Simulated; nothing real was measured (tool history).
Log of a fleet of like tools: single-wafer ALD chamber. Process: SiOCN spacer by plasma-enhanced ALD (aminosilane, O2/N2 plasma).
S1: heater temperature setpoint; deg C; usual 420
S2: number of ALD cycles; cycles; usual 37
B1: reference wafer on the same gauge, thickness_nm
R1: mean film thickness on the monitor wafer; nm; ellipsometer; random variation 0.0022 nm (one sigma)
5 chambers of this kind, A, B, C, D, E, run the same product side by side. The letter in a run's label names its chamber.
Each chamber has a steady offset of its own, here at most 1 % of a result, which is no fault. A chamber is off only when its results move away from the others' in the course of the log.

| run | hour | S1 | S2 | B1 | R1 |
|---|---|---|---|---|---|
| 1B | 11.0 | 420 | 37 | 2.0595 | 2.0865 |
| 2E | 24.0 | 420 | 37 | 2.0598 | 2.1178 |
| 3C | 38.6 | 420 | 37 | 2.0590 | 2.0861 |
| 4D | 52.6 | 420 | 37 | 2.0588 | 2.1028 |
| 5A | 66.0 | 420 | 37 | 2.0584 | 2.0940 |
| 6B | 73.3 | 420 | 37 | 2.0581 | 2.0880 |
| 7D | 87.3 | 420 | 37 | 2.0584 | 2.1024 |
| 8C | 101.1 | 420 | 37 | 2.0575 | 2.0835 |
| 9A | 108.4 | 405 | 37 | 2.0576 | 2.1986 |
| 10E | 116.3 | 405 | 37 | 2.0578 | 2.2171 |
| 11A | 125.2 | 405 | 37 | 2.0571 | 2.1941 |
| 12B | 137.6 | 405 | 37 | 2.0567 | 2.1817 |
| 13C | 144.9 | 405 | 37 | 2.0568 | 2.1908 |
| 14D | 153.3 | 420 | 37 | 2.0576 | 2.1013 |
| 15E | 162.3 | 434 | 40 | 2.0572 | 2.1817 |
| 16B | 172.2 | 434 | 40 | 2.0565 | 2.1538 |
| 17A | 178.7 | 434 | 40 | 2.0562 | 2.1674 |
| 18C | 188.2 | 434 | 40 | 2.0563 | 2.1545 |
| 19E | 202.5 | 434 | 40 | 2.0559 | 2.1840 |
| 20D | 214.7 | 425 | 37 | 2.0557 | 2.0615 |
| 21E | 226.2 | 425 | 37 | 2.0553 | 2.0752 |
| 22B | 233.1 | 425 | 37 | 2.0557 | 2.0505 |
| 23A | 241.2 | 425 | 37 | 2.0551 | 2.0593 |
| 24D | 253.1 | 425 | 37 | 2.0552 | 2.0645 |
| 25C | 266.0 | 420 | 37 | 2.0540 | 2.0859 |
| 26E | 273.4 | 429 | 33 | 2.0548 | 1.8289 |
| 27B | 287.9 | 429 | 33 | 2.0541 | 1.8065 |
| 28D | 296.3 | 429 | 33 | 2.0536 | 1.8153 |
| 29C | 309.8 | 429 | 33 | 2.0539 | 1.8079 |
| 30A | 324.2 | 429 | 33 | 2.0538 | 1.8088 |
| 31D | 337.6 | 420 | 37 | 2.0527 | 2.1008 |
| 32E | 347.5 | 420 | 37 | 2.0526 | 2.1104 |
| 33C | 360.7 | 420 | 37 | 2.0522 | 2.0800 |
| 34A | 375.0 | 433 | 32 | 2.0522 | 1.7319 |
| 35B | 385.2 | 433 | 32 | 2.0524 | 1.7248 |
|  | 389.9 | chamber B: thermocouple changed; heater temperature recalibrated |
| 36C | 398.7 | 433 | 32 | 2.0521 | 1.7254 |
| 37B | 412.5 | 433 | 32 | 2.0518 | 1.7228 |
| 38D | 421.0 | 433 | 32 | 2.0516 | 1.7348 |

Is one chamber off against the others, does the gauge drift, or is nothing wrong? If a chamber is off, say which, and what the likeliest cause is.

The gauge drifts, so all chambers seem to drift together. No chamber is off.
Cause: gauge reads low (%) = 0.427.
